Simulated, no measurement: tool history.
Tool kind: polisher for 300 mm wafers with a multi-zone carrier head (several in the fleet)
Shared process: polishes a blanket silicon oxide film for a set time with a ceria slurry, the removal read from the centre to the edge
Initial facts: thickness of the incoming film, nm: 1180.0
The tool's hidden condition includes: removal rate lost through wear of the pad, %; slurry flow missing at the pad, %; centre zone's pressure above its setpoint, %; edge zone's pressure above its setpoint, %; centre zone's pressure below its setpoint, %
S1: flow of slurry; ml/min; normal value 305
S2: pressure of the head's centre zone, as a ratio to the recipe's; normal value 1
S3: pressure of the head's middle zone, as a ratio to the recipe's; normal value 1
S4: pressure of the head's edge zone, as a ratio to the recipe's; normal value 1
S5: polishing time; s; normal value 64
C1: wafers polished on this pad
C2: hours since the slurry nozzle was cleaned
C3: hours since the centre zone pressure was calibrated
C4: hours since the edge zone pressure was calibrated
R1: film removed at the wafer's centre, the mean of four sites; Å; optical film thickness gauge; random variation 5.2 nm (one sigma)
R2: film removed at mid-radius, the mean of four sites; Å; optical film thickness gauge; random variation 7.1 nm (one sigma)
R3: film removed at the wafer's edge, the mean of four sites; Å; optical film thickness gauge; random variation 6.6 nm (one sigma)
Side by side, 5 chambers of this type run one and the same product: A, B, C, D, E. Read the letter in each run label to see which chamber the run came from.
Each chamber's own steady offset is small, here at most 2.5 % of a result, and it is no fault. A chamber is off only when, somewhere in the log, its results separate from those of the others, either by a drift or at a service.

run 1A hour=2.6 | S1=305 S2=1 S3=1 S4=1 S5=64 | C1=553 C2=408.4 C3=125.3 C4=894.4 | R1=4685.2 R2=4648.2 R3=4840.7
run 2C hour=6.8 | S1=305 S2=1 S3=1 S4=1 S5=64 | C1=376 C2=334.1 C3=456.3 C4=400.7 | R1=4729.2 R2=4701 R3=4719.9
run 3B hour=10.9 | S1=305 S2=1 S3=1 S4=1 S5=64 | C1=927 C2=13.7 C3=116 C4=580.5 | R1=4857.9 R2=4591.3 R3=4671
-- hour=11.2 chamber B: worn pad replaced by a new one
run 4E hour=15.4 | S1=305 S2=1 S3=1 S4=1 S5=64 | C1=1212 C2=56.1 C3=1278.1 C4=526.6 | R1=4640.9 R2=4887.8 R3=4686.2
-- hour=16.6 chamber A: worn pad replaced by a new one
run 5D hour=20.1 | S1=305 S2=1 S3=1 S4=1 S5=64 | C1=261 C2=269.5 C3=342.4 C4=147.2 | R1=4782.3 R2=4690.9 R3=4717
-- hour=21.7 chamber E: worn pad replaced by a new one
run 6C hour=23 | S1=305 S2=1 S3=1 S4=1 S5=64 | C1=574 C2=350.3 C3=472.5 C4=416.9 | R1=4752.8 R2=4750 R3=4813.6
run 7E hour=26.9 | S1=305 S2=1 S3=1 S4=1 S5=64 | C1=64 C2=67.6 C3=1289.6 C4=538.1 | R1=4821.6 R2=4760.2 R3=4782.1
-- hour=27.9 chamber D: slurry nozzle cleaned
run 8B hour=32.2 | S1=350 S2=1 S3=1 S4=1 S5=64 | C1=257 C2=35 C3=137.3 C4=601.8 | R1=4885.9 R2=4801.4 R3=4639.3
-- hour=35.8 chamber B: edge zone pressure recalibrated
run 9A hour=37 | S1=350 S2=1 S3=1 S4=1 S5=64 | C1=249 C2=442.8 C3=159.7 C4=928.8 | R1=4741.8 R2=4696.7 R3=4732.2
run 10D hour=40 | S1=350 S2=1 S3=1 S4=1 S5=64 | C1=505 C2=12.1 C3=362.3 C4=167.1 | R1=4834.3 R2=4738.5 R3=4822.1
run 11B hour=43.5 | S1=350 S2=1 S3=1 S4=1 S5=64 | C1=395 C2=46.3 C3=148.6 C4=7.8 | R1=4800.6 R2=4752.6 R3=4641.6
run 12E hour=46 | S1=350 S2=1 S3=1 S4=1 S5=64 | C1=298 C2=86.7 C3=1308.7 C4=557.2 | R1=4820.8 R2=4906.3 R3=4762.6
run 13C hour=49.7 | S1=305 S2=1 S3=1 S4=1 S5=64 | C1=901 C2=377 C3=499.2 C4=443.6 | R1=4740.1 R2=4726.6 R3=4745.5
run 14A hour=52.4 | S1=305 S2=1 S3=1 S4=1 S5=64 | C1=438 C2=458.2 C3=175.1 C4=944.2 | R1=4749.2 R2=4716.7 R3=4693.8
run 15D hour=57.6 | S1=305 S2=1 S3=1 S4=1 S5=64 | C1=720 C2=29.7 C3=379.9 C4=184.7 | R1=4735.3 R2=4861.6 R3=4777.5
run 16B hour=60.1 | S1=305 S2=1 S3=1 S4=1 S5=64 | C1=598 C2=62.9 C3=165.2 C4=24.4 | R1=4809.5 R2=4799 R3=4607
run 17E hour=64.6 | S1=305 S2=1 S3=1 S4=1 S5=64 | C1=525 C2=105.3 C3=1327.3 C4=575.8 | R1=4766.1 R2=4852.7 R3=4678.8
-- hour=66.2 chamber A: slurry nozzle cleaned
-- hour=67.2 chamber A: worn pad replaced by a new one
run 18A hour=68.8 | S1=305 S2=1 S3=1 S4=1 S5=64 | C1=19 C2=2.7 C3=191.5 C4=960.6 | R1=4773.8 R2=4759.7 R3=4783.7
-- hour=71.2 chamber B: worn pad replaced by a new one
run 19D hour=71.6 | S1=305 S2=1 S3=1 S4=1 S5=64 | C1=892 C2=43.7 C3=393.9 C4=198.7 | R1=4725.4 R2=4732.5 R3=4873.3
-- hour=75 chamber C: worn pad replaced by a new one
run 20C hour=75.8 | S1=305 S2=1 S3=1 S4=1 S5=64 | C1=10 C2=403.1 C3=525.3 C4=469.7 | R1=4702.8 R2=4802.5 R3=4662.2
run 21E hour=81 | S1=305 S2=1 S3=1 S4=1 S5=64 | C1=726 C2=121.7 C3=1343.7 C4=592.2 | R1=4749.4 R2=4795.1 R3=4702.4
run 22B hour=83.6 | S1=305 S2=1 S3=1 S4=0.92 S5=45 | C1=152 C2=86.4 C3=188.7 C4=47.9 | R1=3385 R2=3302.9 R3=3184.9
run 23A hour=86.5 | S1=305 S2=1 S3=1 S4=0.92 S5=45 | C1=236 C2=20.4 C3=209.2 C4=978.3 | R1=3299.5 R2=3286.6 R3=3195.1
-- hour=87.6 chamber C: centre zone pressure recalibrated
run 24C hour=91.1 | S1=305 S2=1 S3=1 S4=0.92 S5=45 | C1=198 C2=418.4 C3=3.6 C4=485 | R1=3123.3 R2=3420.1 R3=3254.8
run 25D hour=94.3 | S1=305 S2=1 S3=1 S4=0.92 S5=45 | C1=1169 C2=66.4 C3=416.6 C4=221.4 | R1=3398.4 R2=3371.4 R3=3290.5
run 26C hour=97.2 | S1=305 S2=1 S3=1 S4=0.92 S5=45 | C1=272 C2=424.5 C3=9.7 C4=491.1 | R1=3124.9 R2=3348.3 R3=3313.3
run 27E hour=100.8 | S1=305 S2=1 S3=1 S4=1 S5=64 | C1=968 C2=141.5 C3=1363.5 C4=612 | R1=4694 R2=4788.4 R3=4847.7
run 28B hour=103.7 | S1=305 S2=1 S3=1.06 S4=1 S5=64 | C1=398 C2=106.5 C3=208.8 C4=68 | R1=4816.1 R2=5026.8 R3=4550.1
run 29D hour=107 | S1=305 S2=1 S3=1.06 S4=1 S5=64 | C1=1325 C2=79.1 C3=429.3 C4=234.1 | R1=4687.4 R2=4967.8 R3=4807.7
run 30A hour=112.2 | S1=305 S2=1 S3=1.06 S4=1 S5=64 | C1=550 C2=46.1 C3=234.9 C4=1004 | R1=4792.5 R2=5025 R3=4786.6
-- hour=116.7 chamber D: worn pad replaced by a new one
run 31B hour=117.4 | S1=305 S2=1 S3=1.06 S4=1 S5=64 | C1=566 C2=120.2 C3=222.5 C4=81.7 | R1=4857.8 R2=5074.2 R3=4718.7
-- hour=120 chamber A: worn pad replaced by a new one
run 32C hour=120.2 | S1=305 S2=1 S3=1.06 S4=1 S5=64 | C1=554 C2=447.5 C3=32.7 C4=514.1 | R1=4521.3 R2=4902.7 R3=4727.1
-- hour=120.6 chamber E: worn pad replaced by a new one
run 33D hour=122.9 | S1=305 S2=1 S3=1 S4=1 S5=64 | C1=76 C2=95 C3=445.2 C4=250 | R1=4722.2 R2=4805.4 R3=4817.4
run 34A hour=126.6 | S1=360 S2=1.05 S3=1 S4=1 S5=64 | C1=81 C2=60.5 C3=249.3 C4=1018.4 | R1=4990.3 R2=4763.4 R3=4823.7
run 35E hour=129.6 | S1=360 S2=1.05 S3=1 S4=1 S5=64 | C1=110 C2=170.3 C3=1392.3 C4=640.8 | R1=5066.6 R2=4915.9 R3=4832.7
run 36B hour=134.8 | S1=360 S2=1.05 S3=1 S4=1 S5=64 | C1=779 C2=137.6 C3=239.9 C4=99.1 | R1=5139.7 R2=4708.1 R3=4668
run 37E hour=138.4 | S1=360 S2=1.05 S3=1 S4=1 S5=64 | C1=218 C2=179.1 C3=1401.1 C4=649.6 | R1=5008 R2=4978.5 R3=4730.5
run 38C hour=142.5 | S1=360 S2=1.05 S3=1 S4=1 S5=64 | C1=827 C2=469.8 C3=55 C4=536.4 | R1=4790.3 R2=4996.8 R3=4787.6
run 39D hour=146.8 | S1=305 S2=1 S3=1 S4=1 S5=71 | C1=368 C2=118.9 C3=469.1 C4=273.9 | R1=5225.8 R2=5305.7 R3=5355.4
run 40A hour=149.9 | S1=305 S2=1 S3=1 S4=1 S5=71 | C1=366 C2=83.8 C3=272.6 C4=1041.7 | R1=5189.8 R2=5189.1 R3=5171.9
run 41C hour=152.9 | S1=305 S2=1 S3=1 S4=1 S5=71 | C1=954 C2=480.2 C3=65.4 C4=546.8 | R1=4990.5 R2=5323 R3=5228.5

Next, all 5 chambers run the settings below, one line each with question marks for the results. What does each chamber give?
run 42A hour=156.8 | S1=305 S2=1 S3=1 S4=1 S5=64 | R1=? R2=? R3=?
run 42B hour=156.8 | S1=305 S2=1 S3=1 S4=1 S5=64 | R1=? R2=? R3=?
run 42C hour=156.8 | S1=305 S2=1 S3=1 S4=1 S5=64 | R1=? R2=? R3=?
run 42D hour=156.8 | S1=305 S2=1 S3=1 S4=1 S5=64 | R1=? R2=? R3=?
run 42E hour=156.8 | S1=305 S2=1 S3=1 S4=1 S5=64 | R1=? R2=? R3=?

run=42A R1=4678.7 R2=4664.2 R3=4658.8
run=42B R1=4732 R2=4606.6 R3=4605.9
run=42C R1=4451.5 R2=4741.7 R3=4805.4
run=42D R1=4807.3 R2=4828.2 R3=4882.3
run=42E R1=4726.9 R2=4758.1 R3=4662

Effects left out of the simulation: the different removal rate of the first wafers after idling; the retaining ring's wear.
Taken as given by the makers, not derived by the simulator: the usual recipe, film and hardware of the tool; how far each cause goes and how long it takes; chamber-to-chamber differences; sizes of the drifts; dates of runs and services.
